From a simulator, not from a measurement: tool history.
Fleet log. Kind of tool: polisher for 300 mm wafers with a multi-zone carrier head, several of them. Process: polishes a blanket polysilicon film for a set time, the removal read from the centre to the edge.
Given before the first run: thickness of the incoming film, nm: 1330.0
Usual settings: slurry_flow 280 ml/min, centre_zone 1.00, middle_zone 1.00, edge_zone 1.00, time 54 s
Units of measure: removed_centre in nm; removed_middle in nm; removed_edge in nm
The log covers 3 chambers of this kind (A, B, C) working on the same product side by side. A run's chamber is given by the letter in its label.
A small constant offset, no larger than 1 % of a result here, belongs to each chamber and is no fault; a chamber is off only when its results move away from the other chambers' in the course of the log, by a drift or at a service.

run 1B hour=8.4 | slurry_flow=280 centre_zone=1.00 middle_zone=1.00 edge_zone=1.00 time=54 | removed_centre=319.10 removed_middle=311.80 removed_edge=307.69
run 2A hour=12.4 | slurry_flow=280 centre_zone=1.00 middle_zone=1.00 edge_zone=1.00 time=54 | removed_centre=318.73 removed_middle=313.15 removed_edge=312.25
run 3C hour=16.5 | slurry_flow=280 centre_zone=1.00 middle_zone=1.00 edge_zone=1.00 time=54 | removed_centre=316.59 removed_middle=315.36 removed_edge=313.65
-- hour=22.4 chamber A: worn pad replaced by a new one
run 4C hour=22.8 | slurry_flow=280 centre_zone=1.00 middle_zone=1.00 edge_zone=1.00 time=54 | removed_centre=314.05 removed_middle=313.96 removed_edge=312.03
run 5A hour=27.0 | slurry_flow=280 centre_zone=1.00 middle_zone=1.00 edge_zone=1.00 time=54 | removed_centre=315.60 removed_middle=308.98 removed_edge=310.05
-- hour=27.2 chamber C: worn pad replaced by a new one
run 6B hour=34.0 | slurry_flow=280 centre_zone=1.00 middle_zone=1.00 edge_zone=1.00 time=54 | removed_centre=320.11 removed_middle=313.34 removed_edge=311.36
run 7C hour=41.2 | slurry_flow=280 centre_zone=1.00 middle_zone=1.00 edge_zone=1.00 time=54 | removed_centre=311.60 removed_middle=313.03 removed_edge=310.53
run 8B hour=48.0 | slurry_flow=280 centre_zone=1.00 middle_zone=1.00 edge_zone=1.00 time=54 | removed_centre=304.93 removed_middle=308.21 removed_edge=310.62
run 9A hour=53.9 | slurry_flow=280 centre_zone=1.00 middle_zone=1.00 edge_zone=1.00 time=54 | removed_centre=310.67 removed_middle=311.85 removed_edge=304.76
run 10C hour=60.8 | slurry_flow=280 centre_zone=1.00 middle_zone=1.00 edge_zone=1.00 time=38 | removed_centre=218.43 removed_middle=217.54 removed_edge=218.49
-- hour=62.2 chamber B: worn pad replaced by a new one
run 11B hour=69.3 | slurry_flow=280 centre_zone=1.00 middle_zone=1.00 edge_zone=1.00 time=38 | removed_centre=225.11 removed_middle=221.34 removed_edge=216.17
run 12A hour=76.4 | slurry_flow=280 centre_zone=1.00 middle_zone=1.00 edge_zone=1.00 time=38 | removed_centre=228.37 removed_middle=218.25 removed_edge=219.14
run 13C hour=81.7 | slurry_flow=280 centre_zone=1.00 middle_zone=1.00 edge_zone=1.00 time=54 | removed_centre=325.01 removed_middle=311.67 removed_edge=310.94
run 14A hour=88.6 | slurry_flow=280 centre_zone=1.00 middle_zone=1.00 edge_zone=1.00 time=54 | removed_centre=311.54 removed_middle=313.24 removed_edge=309.57
-- hour=92.9 chamber C: worn pad replaced by a new one
run 15B hour=96.5 | slurry_flow=280 centre_zone=0.92 middle_zone=1.00 edge_zone=1.00 time=54 | removed_centre=286.54 removed_middle=313.45 removed_edge=310.58
run 16A hour=103.1 | slurry_flow=280 centre_zone=0.92 middle_zone=1.00 edge_zone=1.00 time=54 | removed_centre=291.31 removed_middle=311.47 removed_edge=307.32
run 17B hour=107.7 | slurry_flow=280 centre_zone=0.92 middle_zone=1.00 edge_zone=1.00 time=54 | removed_centre=290.14 removed_middle=316.43 removed_edge=309.73
run 18C hour=112.0 | slurry_flow=280 centre_zone=1.00 middle_zone=1.00 edge_zone=1.00 time=54 | removed_centre=318.91 removed_middle=307.73 removed_edge=314.88
run 19B hour=119.3 | slurry_flow=280 centre_zone=1.00 middle_zone=1.00 edge_zone=1.00 time=54 | removed_centre=320.11 removed_middle=314.33 removed_edge=312.94
run 20C hour=127.3 | slurry_flow=280 centre_zone=1.00 middle_zone=1.00 edge_zone=1.00 time=54 | removed_centre=317.28 removed_middle=305.43 removed_edge=314.41
-- hour=132.5 chamber A: worn pad replaced by a new one
run 21A hour=135.1 | slurry_flow=280 centre_zone=1.00 middle_zone=1.00 edge_zone=1.00 time=54 | removed_centre=312.36 removed_middle=308.57 removed_edge=311.43
run 22B hour=141.5 | slurry_flow=280 centre_zone=1.00 middle_zone=1.00 edge_zone=1.00 time=54 | removed_centre=308.65 removed_middle=311.45 removed_edge=313.93
run 23A hour=147.4 | slurry_flow=280 centre_zone=1.00 middle_zone=1.00 edge_zone=1.00 time=54 | removed_centre=318.39 removed_middle=310.44 removed_edge=310.48
run 24C hour=152.5 | slurry_flow=280 centre_zone=1.00 middle_zone=1.00 edge_zone=1.00 time=54 | removed_centre=317.71 removed_middle=305.34 removed_edge=309.02
run 25A hour=159.0 | slurry_flow=280 centre_zone=1.00 middle_zone=1.00 edge_zone=1.00 time=54 | removed_centre=316.67 removed_middle=314.30 removed_edge=309.93
-- hour=159.8 chamber C: worn pad replaced by a new one
run 26B hour=166.3 | slurry_flow=280 centre_zone=1.00 middle_zone=1.00 edge_zone=1.00 time=54 | removed_centre=315.37 removed_middle=318.50 removed_edge=311.85
run 27C hour=170.6 | slurry_flow=280 centre_zone=1.00 middle_zone=1.00 edge_zone=0.94 time=54 | removed_centre=314.72 removed_middle=303.13 removed_edge=302.15
run 28A hour=174.7 | slurry_flow=280 centre_zone=1.00 middle_zone=1.00 edge_zone=0.94 time=54 | removed_centre=316.97 removed_middle=315.02 removed_edge=302.17
run 29B hour=179.2 | slurry_flow=280 centre_zone=1.00 middle_zone=1.00 edge_zone=0.94 time=54 | removed_centre=319.32 removed_middle=310.34 removed_edge=299.77
run 30C hour=185.8 | slurry_flow=280 centre_zone=1.00 middle_zone=1.00 edge_zone=1.00 time=54 | removed_centre=314.54 removed_middle=313.29 removed_edge=311.27
run 31A hour=192.4 | slurry_flow=280 centre_zone=1.00 middle_zone=1.05 edge_zone=1.00 time=54 | removed_centre=309.85 removed_middle=318.91 removed_edge=308.66
run 32C hour=200.8 | slurry_flow=280 centre_zone=1.00 middle_zone=1.05 edge_zone=1.00 time=54 | removed_centre=316.61 removed_middle=333.44 removed_edge=310.26
run 33B hour=205.2 | slurry_flow=280 centre_zone=1.00 middle_zone=1.05 edge_zone=1.00 time=54 | removed_centre=317.22 removed_middle=330.49 removed_edge=313.90
run 34B hour=213.0 | slurry_flow=280 centre_zone=1.00 middle_zone=1.00 edge_zone=1.00 time=54 | removed_centre=317.25 removed_middle=314.63 removed_edge=309.41
-- hour=221.0 chamber B: worn pad replaced by a new one
run 35A hour=221.6 | slurry_flow=280 centre_zone=1.00 middle_zone=1.00 edge_zone=1.00 time=54 | removed_centre=318.04 removed_middle=310.66 removed_edge=312.32
run 36C hour=225.9 | slurry_flow=280 centre_zone=1.00 middle_zone=1.00 edge_zone=1.00 time=54 | removed_centre=319.62 removed_middle=309.33 removed_edge=309.97
-- hour=228.2 chamber C: worn pad replaced by a new one
-- hour=228.3 chamber C: edge zone pressure recalibrated
run 37A hour=230.3 | slurry_flow=280 centre_zone=1.00 middle_zone=1.00 edge_zone=1.00 time=54 | removed_centre=320.13 removed_middle=310.23 removed_edge=310.52
run 38C hour=235.6 | slurry_flow=280 centre_zone=1.00 middle_zone=1.00 edge_zone=1.00 time=54 | removed_centre=316.81 removed_middle=315.97 removed_edge=308.93
run 39B hour=243.8 | slurry_flow=280 centre_zone=1.00 middle_zone=1.00 edge_zone=1.00 time=54 | removed_centre=316.53 removed_middle=308.69 removed_edge=309.26
-- hour=244.9 chamber A: worn pad replaced by a new one
run 40B hour=249.5 | slurry_flow=280 centre_zone=1.00 middle_zone=1.00 edge_zone=1.00 time=54 | removed_centre=314.25 removed_middle=316.71 removed_edge=316.58
run 41C hour=255.4 | slurry_flow=280 centre_zone=1.00 middle_zone=1.00 edge_zone=1.00 time=54 | removed_centre=315.34 removed_middle=311.05 removed_edge=311.36
run 42A hour=260.1 | slurry_flow=280 centre_zone=1.00 middle_zone=1.00 edge_zone=1.00 time=54 | removed_centre=310.39 removed_middle=308.87 removed_edge=303.08
run 43C hour=266.8 | slurry_flow=280 centre_zone=1.08 middle_zone=1.09 edge_zone=1.00 time=54 | removed_centre=343.13 removed_middle=333.96 removed_edge=312.62

Decide between three cases: one chamber stands off from its peers, the gauge reading all wafers drifts, or nothing is wrong past each chamber's small offset. Where a chamber is off, say which and what most likely put it there.

All chambers stay in line apart from their small fixed offsets, and the gauge does not drift.

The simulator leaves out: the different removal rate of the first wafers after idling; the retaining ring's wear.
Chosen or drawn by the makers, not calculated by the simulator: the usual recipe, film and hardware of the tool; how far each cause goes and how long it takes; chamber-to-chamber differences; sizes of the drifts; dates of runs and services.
